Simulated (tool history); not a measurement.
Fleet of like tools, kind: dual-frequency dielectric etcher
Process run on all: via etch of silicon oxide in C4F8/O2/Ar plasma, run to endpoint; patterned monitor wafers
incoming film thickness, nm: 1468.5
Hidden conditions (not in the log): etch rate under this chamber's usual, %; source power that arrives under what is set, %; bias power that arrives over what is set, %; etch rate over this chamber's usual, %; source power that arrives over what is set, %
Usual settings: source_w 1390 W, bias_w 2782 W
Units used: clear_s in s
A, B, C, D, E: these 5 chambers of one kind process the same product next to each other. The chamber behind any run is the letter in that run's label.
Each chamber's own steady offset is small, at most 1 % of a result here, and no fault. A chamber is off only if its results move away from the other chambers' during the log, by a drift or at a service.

run	day	source_w	bias_w	hours since the last wet clean	hours since the last source power generator calibration	hours since the last bias power generator calibration	clear_s
1A	0.375	1390	2782	234.6	1370.6	3362.6	305.85
2B	0.721	1390	2782	81.9	2298.0	547.5	305.30
3C	1.188	1390	2782	39.8	1688.9	3074.0	304.43
4E	1.671	1390	2782	57.4	1648.7	1062.6	304.38
5D	2.100	1530	3064	295.4	2046.3	983.9	282.33
6E	2.379	1530	3064	74.4	1665.7	1079.6	282.75
7D	2.721	1530	3064	310.3	2061.2	998.8	283.11
8C	3.058	1530	3064	84.7	1733.8	3118.9	283.60
9A	3.317	1530	3064	305.2	1441.2	3433.2	287.54
10B	3.721	1390	2782	153.9	2370.0	619.5	304.45
11D	4.042	1660	2782	342.0	2092.9	1030.5	280.45
12A	4.521	1660	2782	334.1	1470.1	3462.1	287.05
13B	4.988	1660	2782	184.3	2400.4	649.9	285.48
14E	5.246	1660	2782	143.2	1734.5	1148.4	282.61
15C	5.679	1660	2782	147.6	1796.7	3181.8	282.14
16A	6.004	1390	2782	369.7	1505.7	3497.7	305.60
# day 6.054: chamber A: wet clean of the chamber
17C	6.254	1390	2782	161.4	1810.5	3195.6	302.44
18E	6.717	1390	2782	178.5	1769.8	1183.7	304.35
19B	7.038	1390	2782	233.5	2449.6	699.1	305.39
20D	7.346	1390	2782	421.3	2172.2	1109.8	303.07
21E	7.696	1390	2782	202.0	1793.3	1207.2	306.39
22A	8.108	1390	3302	49.3	1556.2	3548.2	298.18
# day 8.258: chamber A: source power generator calibrated
# day 8.454: chamber D: wet clean of the chamber
23D	8.533	1390	3302	2.0	2200.7	1138.3	287.39
24B	8.942	1390	3302	279.2	2495.3	744.8	290.16
25C	9.267	1390	3302	233.7	1882.8	3267.9	287.79
26A	9.688	1390	3302	87.2	34.4	3586.1	298.23
27B	10.079	1390	2782	306.5	2522.6	772.1	305.52
28E	10.458	1390	2782	268.3	1859.6	1273.5	302.59
29C	10.788	1390	2782	270.2	1919.3	3304.4	304.57
30D	11.150	1390	2782	64.8	2263.5	1201.1	300.75
31E	11.371	1390	2782	290.2	1881.5	1295.4	304.34
32B	11.617	1390	2782	343.4	2559.5	809.0	307.40
33A	11.850	1170	2782	139.1	86.3	3638.0	335.30
34C	12.321	1170	2782	307.0	1956.1	3341.2	327.72
35D	12.562	1170	2782	98.7	2297.4	1235.0	325.58
36B	12.983	1170	2782	376.2	2592.3	841.8	327.45
37E	13.342	1170	2782	337.5	1928.8	1342.7	324.23

Next, every chamber runs the same settings. What will each give?
38A	13.688	1390	2782				?
38B	13.688	1390	2782				?
38C	13.688	1390	2782				?
38D	13.688	1390	2782				?
38E	13.688	1390	2782				?

run	clear_s
38A	315.82
38B	306.73
38C	307.06
38D	303.96
38E	303.50
